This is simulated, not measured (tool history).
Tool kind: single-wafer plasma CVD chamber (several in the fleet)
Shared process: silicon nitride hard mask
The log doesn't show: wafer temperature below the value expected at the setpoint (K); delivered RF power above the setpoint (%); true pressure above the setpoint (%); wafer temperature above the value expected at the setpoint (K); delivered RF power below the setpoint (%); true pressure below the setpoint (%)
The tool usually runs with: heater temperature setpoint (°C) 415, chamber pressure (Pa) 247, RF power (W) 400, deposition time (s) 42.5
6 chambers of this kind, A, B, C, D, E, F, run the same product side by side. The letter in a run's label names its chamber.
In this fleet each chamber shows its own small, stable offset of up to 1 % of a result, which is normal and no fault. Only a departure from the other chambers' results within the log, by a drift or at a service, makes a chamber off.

| run | day | heater temperature setpoint (°C) | chamber pressure (Pa) | RF power (W) | deposition time (s) | hours since the last thermocouple change | hours since the last RF generator calibration | hours since the last manometer calibration | read-back reference wafer on the same gauge, thickness_nm | mean film thickness on the monitor wafer (Å) |
|---|---|---|---|---|---|---|---|---|---|---|
| 1D | 0.508 | 415 | 247 | 400 | 42.5 | 225.2 | 623.5 | 352.7 | 69.620 | 606.94 |
| 2C | 0.967 | 415 | 247 | 400 | 42.5 | 965.6 | 650.1 | 333.8 | 69.559 | 608.24 |
| 3B | 1.208 | 415 | 247 | 400 | 42.5 | 1466.0 | 362.0 | 1541.7 | 69.648 | 607.84 |
| 4E | 1.462 | 415 | 247 | 400 | 42.5 | 1879.6 | 1244.5 | 100.2 | 69.592 | 612.46 |
| 5A | 1.750 | 415 | 247 | 400 | 42.5 | 1957.6 | 50.0 | 1884.0 | 69.616 | 606.29 |
| 6F | 2.262 | 415 | 247 | 400 | 42.5 | 525.9 | 712.9 | 1084.4 | 69.595 | 609.27 |
| 7C | 2.646 | 415 | 247 | 400 | 42.5 | 1005.9 | 690.4 | 374.1 | 69.613 | 612.38 |
| 8E | 2.896 | 415 | 247 | 400 | 42.5 | 1914.0 | 1278.9 | 134.6 | 69.613 | 616.15 |
| 9A | 3.262 | 415 | 247 | 400 | 42.5 | 1993.9 | 86.3 | 1920.3 | 69.559 | 603.35 |
| 10D | 3.708 | 415 | 247 | 400 | 42.5 | 302.0 | 700.3 | 429.5 | 69.620 | 607.22 |
| 11F | 4.100 | 415 | 247 | 400 | 42.5 | 570.0 | 757.0 | 1128.5 | 69.593 | 607.68 |
| 12B | 4.612 | 415 | 247 | 400 | 42.5 | 1547.7 | 443.7 | 1623.4 | 69.588 | 604.42 |
| 13F | 5.042 | 415 | 273 | 400 | 38.4 | 592.6 | 779.6 | 1151.1 | 69.595 | 566.39 |
| 14D | 5.367 | 415 | 273 | 400 | 38.4 | 341.8 | 740.1 | 469.3 | 69.611 | 564.65 |
| 15E | 5.862 | 415 | 273 | 400 | 38.4 | 1985.2 | 1350.1 | 205.8 | 69.592 | 569.66 |
| 16A | 6.204 | 415 | 273 | 400 | 38.4 | 2064.5 | 156.9 | 1990.9 | 69.589 | 561.21 |
| 17C | 6.688 | 415 | 273 | 400 | 38.4 | 1102.9 | 787.4 | 471.1 | 69.614 | 569.68 |
|  | 6.775 | chamber E: thermocouple changed; heater temperature recalibrated |
| 18B | 7.221 | 415 | 273 | 400 | 38.4 | 1610.3 | 506.3 | 1686.0 | 69.604 | 559.62 |
| 19A | 7.462 | 415 | 247 | 400 | 42.5 | 2094.7 | 187.1 | 2021.1 | 69.570 | 602.10 |
| 20F | 7.879 | 415 | 247 | 400 | 42.5 | 660.7 | 847.7 | 1219.2 | 69.632 | 609.35 |
| 21E | 8.254 | 415 | 247 | 400 | 42.5 | 35.6 | 1407.5 | 263.2 | 69.598 | 615.67 |
| 22D | 8.500 | 415 | 247 | 400 | 42.5 | 417.0 | 815.3 | 544.5 | 69.609 | 606.78 |
| 23B | 8.829 | 415 | 247 | 400 | 42.5 | 1648.9 | 544.9 | 1724.6 | 69.596 | 597.15 |
| 24C | 9.392 | 415 | 247 | 400 | 42.5 | 1167.8 | 852.3 | 536.0 | 69.606 | 613.73 |
| 25E | 9.767 | 415 | 247 | 400 | 42.5 | 71.9 | 1443.8 | 299.5 | 69.558 | 612.48 |
| 26A | 10.167 | 415 | 247 | 400 | 42.5 | 2159.6 | 252.0 | 2086.0 | 69.626 | 603.44 |
| 27D | 10.588 | 415 | 247 | 400 | 42.5 | 467.1 | 865.4 | 594.6 | 69.635 | 605.79 |
| 28F | 11.071 | 415 | 247 | 400 | 42.5 | 737.3 | 924.3 | 1295.8 | 69.596 | 608.23 |
| 29B | 11.554 | 415 | 247 | 400 | 42.5 | 1714.3 | 610.3 | 1790.0 | 69.595 | 599.25 |
| 30C | 11.812 | 424 | 247 | 400 | 42.5 | 1225.9 | 910.4 | 594.1 | 69.622 | 608.14 |
| 31E | 12.312 | 424 | 247 | 400 | 42.5 | 133.0 | 1504.9 | 360.6 | 69.563 | 610.89 |
| 32D | 12.771 | 424 | 247 | 400 | 42.5 | 519.5 | 917.8 | 647.0 | 69.627 | 606.93 |
| 33F | 13.046 | 424 | 247 | 400 | 42.5 | 784.7 | 971.7 | 1343.2 | 69.614 | 604.56 |
| 34A | 13.346 | 424 | 247 | 400 | 42.5 | 2235.9 | 328.3 | 2162.3 | 69.594 | 600.27 |
| 35C | 13.662 | 424 | 247 | 400 | 42.5 | 1270.3 | 954.8 | 638.5 | 69.585 | 609.27 |
| 36B | 14.162 | 415 | 247 | 400 | 42.5 | 1776.9 | 672.9 | 1852.6 | 69.555 | 596.03 |
| 37F | 14.488 | 415 | 247 | 400 | 42.5 | 819.3 | 1006.3 | 1377.8 | 69.616 | 608.13 |
| 38A | 15.004 | 415 | 247 | 400 | 42.5 | 2275.7 | 368.1 | 2202.1 | 69.608 | 603.11 |
| 39C | 15.358 | 415 | 247 | 400 | 42.5 | 1311.0 | 995.5 | 679.2 | 69.657 | 610.58 |

All chambers now run identical settings, listed one chamber a line with results as question marks. What results will each chamber show?
| 40A | 15.758 | 415 | 247 | 400 | 42.5 |  |  |  |  | ? |
| 40B | 15.758 | 415 | 247 | 400 | 42.5 |  |  |  |  | ? |
| 40C | 15.758 | 415 | 247 | 400 | 42.5 |  |  |  |  | ? |
| 40D | 15.758 | 415 | 247 | 400 | 42.5 |  |  |  |  | ? |
| 40E | 15.758 | 415 | 247 | 400 | 42.5 |  |  |  |  | ? |
| 40F | 15.758 | 415 | 247 | 400 | 42.5 |  |  |  |  | ? |

| run | mean film thickness on the monitor wafer (Å) |
|---|---|
| 40A | 602.56 |
| 40B | 593.75 |
| 40C | 613.13 |
| 40D | 606.88 |
| 40E | 612.94 |
| 40F | 609.89 |
